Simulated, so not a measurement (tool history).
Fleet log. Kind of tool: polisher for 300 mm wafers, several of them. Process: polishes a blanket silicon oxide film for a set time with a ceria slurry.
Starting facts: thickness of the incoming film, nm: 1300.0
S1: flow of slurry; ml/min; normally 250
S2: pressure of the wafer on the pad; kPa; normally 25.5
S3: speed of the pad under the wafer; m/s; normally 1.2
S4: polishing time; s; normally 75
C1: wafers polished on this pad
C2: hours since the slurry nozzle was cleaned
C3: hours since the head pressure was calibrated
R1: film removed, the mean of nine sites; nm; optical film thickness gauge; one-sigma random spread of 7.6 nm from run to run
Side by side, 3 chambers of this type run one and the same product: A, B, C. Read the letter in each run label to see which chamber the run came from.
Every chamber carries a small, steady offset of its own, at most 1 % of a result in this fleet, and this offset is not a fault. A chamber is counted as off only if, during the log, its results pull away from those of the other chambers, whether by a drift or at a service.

run   hour   S1    S2    S3  S4   C1     C2     C3      R1
 1C    3.9  250  25.5   1.2  75  356    4.6  295.2  526.09
 2B     10  250  25.5   1.2  75  381    392  272.6  530.61
 3A   15.6  250  25.5   1.2  75  355  150.5  228.1  534.64
 4C   19.5  250  25.5   1.2  75  503   20.2  310.8  535.69
      22.8  -- chamber B: worn pad replaced by a new one
      22.8  -- chamber C: worn pad replaced by a new one
 5A   23.7  250  25.5   1.2  75  431  158.6  236.2  535.26
 6B   26.5  250  25.5   1.2  67   35  408.5  289.1  471.73
 7C   31.8  250  25.5   1.2  67   85   32.5  323.1  478.18
      33.4  -- chamber A: worn pad replaced by a new one
 8B     35  250  25.5   1.2  67  115    417  297.6  472.36
 9A   41.1  250  25.5   1.2  75   72    176  253.6  525.17
10C   45.2  250  25.5  0.92  75  211   45.9  336.5  402.82
11A   50.6  250  25.5  0.92  75  162  185.5  263.1  405.68
12B   53.5  250  25.5  0.92  75  289  435.5  316.1  399.14
13B   59.8  250  25.5   1.2  75  349  441.8  322.4  524.96
14A     65  250  25.5   1.2  75  298  199.9  277.5  539.69
15C   71.2  250  25.5   1.2  75  457   71.9  362.5  523.26
16A     74  250  25.5   1.2  75  383  208.9  286.5  523.07
      75.5  -- chamber B: worn pad replaced by a new one
      75.5  -- chamber B: slurry nozzle cleaned
17B   79.1  250  25.5   1.2  75   34    3.7  341.7  535.08
18C   83.1  250  25.5   1.2  75  569   83.8  374.4  525.36
19B   87.6  250  25.5   1.2  75  114   12.2  350.2  520.94
      91.2  -- chamber C: worn pad replaced by a new one
      92.9  -- chamber A: worn pad replaced by a new one
20C   93.3  250  25.5   1.2  75   20     94  384.6  533.79
21A   97.5  305  25.5   1.2  75   44  232.4    310  531.18
22A  102.9  305  25.5   1.2  75   95  237.8  315.4  543.58
23B  108.7  305  25.5   1.2  75  313   33.3  371.3  538.92
24C  112.7  250  25.5   1.2  75  203  113.4    404  516.94
25A  118.6  250  25.5   1.2  75  243  253.5  331.1  529.07
26C  121.6  250  25.5   1.2  75  287  122.3  412.9  525.96
27B  125.1  250  25.5   1.2  75  468   49.7  387.7  527.88
28C  128.3  250  25.5   1.2  75  350    129  419.6  533.06
     129.4  -- chamber A: head pressure recalibrated
     129.6  -- chamber B: worn pad replaced by a new one
29B  132.7  250  25.5   1.2  75   30   57.3  395.3  523.93
30A    137  250  25.5   1.2  75  416  271.9    7.7  528.02
31C  140.2  250  25.5   1.2  95  462  140.9  431.5  654.57
32B  143.2  250  25.5   1.2  95  129   67.8  405.8  654.55
33A  146.2  250  25.5   1.2  95  503  281.1   16.9  664.66
     147.6  -- chamber C: worn pad replaced by a new one
     149.8  -- chamber A: worn pad replaced by a new one
34B  150.2  250  25.5   1.2  75  195   74.8  412.8   536.8
35A  155.9  250  25.5   1.2  75   58  290.8   26.6  516.88
36C  162.1  250  25.5   1.2  75  137  162.8  453.4  528.79
37C  166.4  250  25.5   1.2  75  177  167.1  457.7  518.91
38A  169.6  250  25.5   1.2  75  187  304.5   40.3   524.3

Each of the 3 chambers runs these same settings next. Fill in every chamber's results:
39A  174.1  250  25.5  1.2  75               ?
39B  174.1  250  25.5  1.2  75               ?
39C  174.1  250  25.5  1.2  75               ?

run      R1
39A  535.15
39B  530.58
39C  540.08
